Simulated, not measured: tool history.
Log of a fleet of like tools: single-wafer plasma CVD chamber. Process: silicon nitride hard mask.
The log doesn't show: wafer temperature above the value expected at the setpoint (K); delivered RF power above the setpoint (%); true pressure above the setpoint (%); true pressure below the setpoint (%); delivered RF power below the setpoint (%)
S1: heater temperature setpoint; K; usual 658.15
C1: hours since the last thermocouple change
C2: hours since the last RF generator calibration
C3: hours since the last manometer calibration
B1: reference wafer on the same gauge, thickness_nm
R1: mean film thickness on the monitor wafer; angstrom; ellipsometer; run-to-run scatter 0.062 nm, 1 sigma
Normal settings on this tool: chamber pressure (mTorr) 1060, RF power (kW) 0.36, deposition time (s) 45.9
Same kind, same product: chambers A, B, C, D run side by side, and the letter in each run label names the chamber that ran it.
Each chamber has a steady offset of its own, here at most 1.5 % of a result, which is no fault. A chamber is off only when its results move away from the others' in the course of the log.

{"run": "1A", "day": 0.342, "S1": 658.15, "chamber pressure (mTorr)": 1060, "RF power (kW)": 0.36, "deposition time (s)": 45.9, "C1": 538, "C2": 683.1, "C3": 305.8, "B1": 53.108, "R1": 519.16}
{"run": "2C", "day": 0.742, "S1": 658.15, "chamber pressure (mTorr)": 1060, "RF power (kW)": 0.36, "deposition time (s)": 45.9, "C1": 243.9, "C2": 405.1, "C3": 343.3, "B1": 53.115, "R1": 525.5}
{"day": 0.808, "done": "chamber D: RF generator calibrated"}
{"run": "3B", "day": 1.067, "S1": 658.15, "chamber pressure (mTorr)": 1060, "RF power (kW)": 0.36, "deposition time (s)": 45.9, "C1": 1787.7, "C2": 1164.2, "C3": 697.2, "B1": 53.112, "R1": 523.98}
{"day": 1.346, "done": "chamber D: capacitance manometer re-zeroed and calibrated"}
{"run": "4D", "day": 1.408, "S1": 658.15, "chamber pressure (mTorr)": 1060, "RF power (kW)": 0.36, "deposition time (s)": 45.9, "C1": 2236.5, "C2": 14.4, "C3": 1.6, "B1": 53.135, "R1": 524.52}
{"run": "5D", "day": 1.904, "S1": 658.15, "chamber pressure (mTorr)": 1060, "RF power (kW)": 0.36, "deposition time (s)": 45.9, "C1": 2248.4, "C2": 26.3, "C3": 13.5, "B1": 53.159, "R1": 524.59}
{"run": "6C", "day": 2.308, "S1": 658.15, "chamber pressure (mTorr)": 1060, "RF power (kW)": 0.36, "deposition time (s)": 45.9, "C1": 281.5, "C2": 442.7, "C3": 380.9, "B1": 53.163, "R1": 525.01}
{"run": "7A", "day": 2.6, "S1": 658.15, "chamber pressure (mTorr)": 1060, "RF power (kW)": 0.36, "deposition time (s)": 45.9, "C1": 592.2, "C2": 737.3, "C3": 360, "B1": 53.181, "R1": 520.82}
{"run": "8B", "day": 3.033, "S1": 658.15, "chamber pressure (mTorr)": 1060, "RF power (kW)": 0.36, "deposition time (s)": 45.9, "C1": 1834.9, "C2": 1211.4, "C3": 744.4, "B1": 53.186, "R1": 524.38}
{"run": "9A", "day": 3.279, "S1": 658.15, "chamber pressure (mTorr)": 1060, "RF power (kW)": 0.36, "deposition time (s)": 45.9, "C1": 608.5, "C2": 753.6, "C3": 376.3, "B1": 53.185, "R1": 520.55}
{"run": "10D", "day": 3.588, "S1": 658.15, "chamber pressure (mTorr)": 1060, "RF power (kW)": 0.36, "deposition time (s)": 45.9, "C1": 2288.8, "C2": 66.7, "C3": 53.9, "B1": 53.185, "R1": 523.91}
{"run": "11C", "day": 3.962, "S1": 658.15, "chamber pressure (mTorr)": 1060, "RF power (kW)": 0.36, "deposition time (s)": 45.9, "C1": 321.2, "C2": 482.4, "C3": 420.6, "B1": 53.232, "R1": 526.43}
{"run": "12B", "day": 4.396, "S1": 658.15, "chamber pressure (mTorr)": 1060, "RF power (kW)": 0.36, "deposition time (s)": 45.9, "C1": 1867.6, "C2": 1244.1, "C3": 777.1, "B1": 53.24, "R1": 523.57}
{"run": "13C", "day": 4.796, "S1": 658.15, "chamber pressure (mTorr)": 1060, "RF power (kW)": 0.36, "deposition time (s)": 45.9, "C1": 341.2, "C2": 502.4, "C3": 440.6, "B1": 53.231, "R1": 526.77}
{"run": "14D", "day": 5.133, "S1": 658.15, "chamber pressure (mTorr)": 1060, "RF power (kW)": 0.36, "deposition time (s)": 45.9, "C1": 2325.9, "C2": 103.8, "C3": 91, "B1": 53.24, "R1": 526.16}
{"run": "15B", "day": 5.417, "S1": 658.15, "chamber pressure (mTorr)": 1060, "RF power (kW)": 0.36, "deposition time (s)": 45.9, "C1": 1892.1, "C2": 1268.6, "C3": 801.6, "B1": 53.255, "R1": 526.19}
{"run": "16A", "day": 5.708, "S1": 658.15, "chamber pressure (mTorr)": 1060, "RF power (kW)": 0.36, "deposition time (s)": 45.9, "C1": 666.8, "C2": 811.9, "C3": 434.6, "B1": 53.275, "R1": 521.85}
{"run": "17B", "day": 6.046, "S1": 658.15, "chamber pressure (mTorr)": 1060, "RF power (kW)": 0.36, "deposition time (s)": 45.9, "C1": 1907.2, "C2": 1283.7, "C3": 816.7, "B1": 53.268, "R1": 525.69}
{"run": "18D", "day": 6.467, "S1": 658.15, "chamber pressure (mTorr)": 1060, "RF power (kW)": 0.36, "deposition time (s)": 45.9, "C1": 2357.9, "C2": 135.8, "C3": 123, "B1": 53.289, "R1": 525.19}
{"run": "19C", "day": 6.942, "S1": 658.15, "chamber pressure (mTorr)": 1060, "RF power (kW)": 0.36, "deposition time (s)": 45.9, "C1": 392.7, "C2": 553.9, "C3": 492.1, "B1": 53.289, "R1": 527.16}
{"run": "20A", "day": 7.375, "S1": 658.15, "chamber pressure (mTorr)": 1060, "RF power (kW)": 0.36, "deposition time (s)": 45.9, "C1": 706.8, "C2": 851.9, "C3": 474.6, "B1": 53.305, "R1": 521.16}
{"run": "21A", "day": 7.617, "S1": 658.15, "chamber pressure (mTorr)": 900, "RF power (kW)": 0.36, "deposition time (s)": 50.1, "C1": 712.6, "C2": 857.7, "C3": 480.4, "B1": 53.331, "R1": 536.85}
{"day": 7.642, "done": "chamber D: thermocouple changed; heater temperature recalibrated"}
{"run": "22B", "day": 8.017, "S1": 658.15, "chamber pressure (mTorr)": 900, "RF power (kW)": 0.36, "deposition time (s)": 50.1, "C1": 1954.5, "C2": 1331, "C3": 864, "B1": 53.327, "R1": 541.11}
{"run": "23C", "day": 8.458, "S1": 658.15, "chamber pressure (mTorr)": 900, "RF power (kW)": 0.36, "deposition time (s)": 50.1, "C1": 429.1, "C2": 590.3, "C3": 528.5, "B1": 53.344, "R1": 542.71}
{"run": "24D", "day": 8.929, "S1": 658.15, "chamber pressure (mTorr)": 900, "RF power (kW)": 0.36, "deposition time (s)": 50.1, "C1": 30.9, "C2": 194.9, "C3": 182.1, "B1": 53.33, "R1": 542.76}

Next, all 4 chambers run the settings below, one line each with question marks for the results. What does each chamber give?
{"run": "25A", "day": 9.288, "S1": 658.15, "chamber pressure (mTorr)": 970, "RF power (kW)": 0.36, "deposition time (s)": 45.9, "R1": "?"}
{"run": "25B", "day": 9.288, "S1": 658.15, "chamber pressure (mTorr)": 970, "RF power (kW)": 0.36, "deposition time (s)": 45.9, "R1": "?"}
{"run": "25C", "day": 9.288, "S1": 658.15, "chamber pressure (mTorr)": 970, "RF power (kW)": 0.36, "deposition time (s)": 45.9, "R1": "?"}
{"run": "25D", "day": 9.288, "S1": 658.15, "chamber pressure (mTorr)": 970, "RF power (kW)": 0.36, "deposition time (s)": 45.9, "R1": "?"}

run=25A R1=507.89
run=25B R1=510.46
run=25C R1=512.36
run=25D R1=511.77
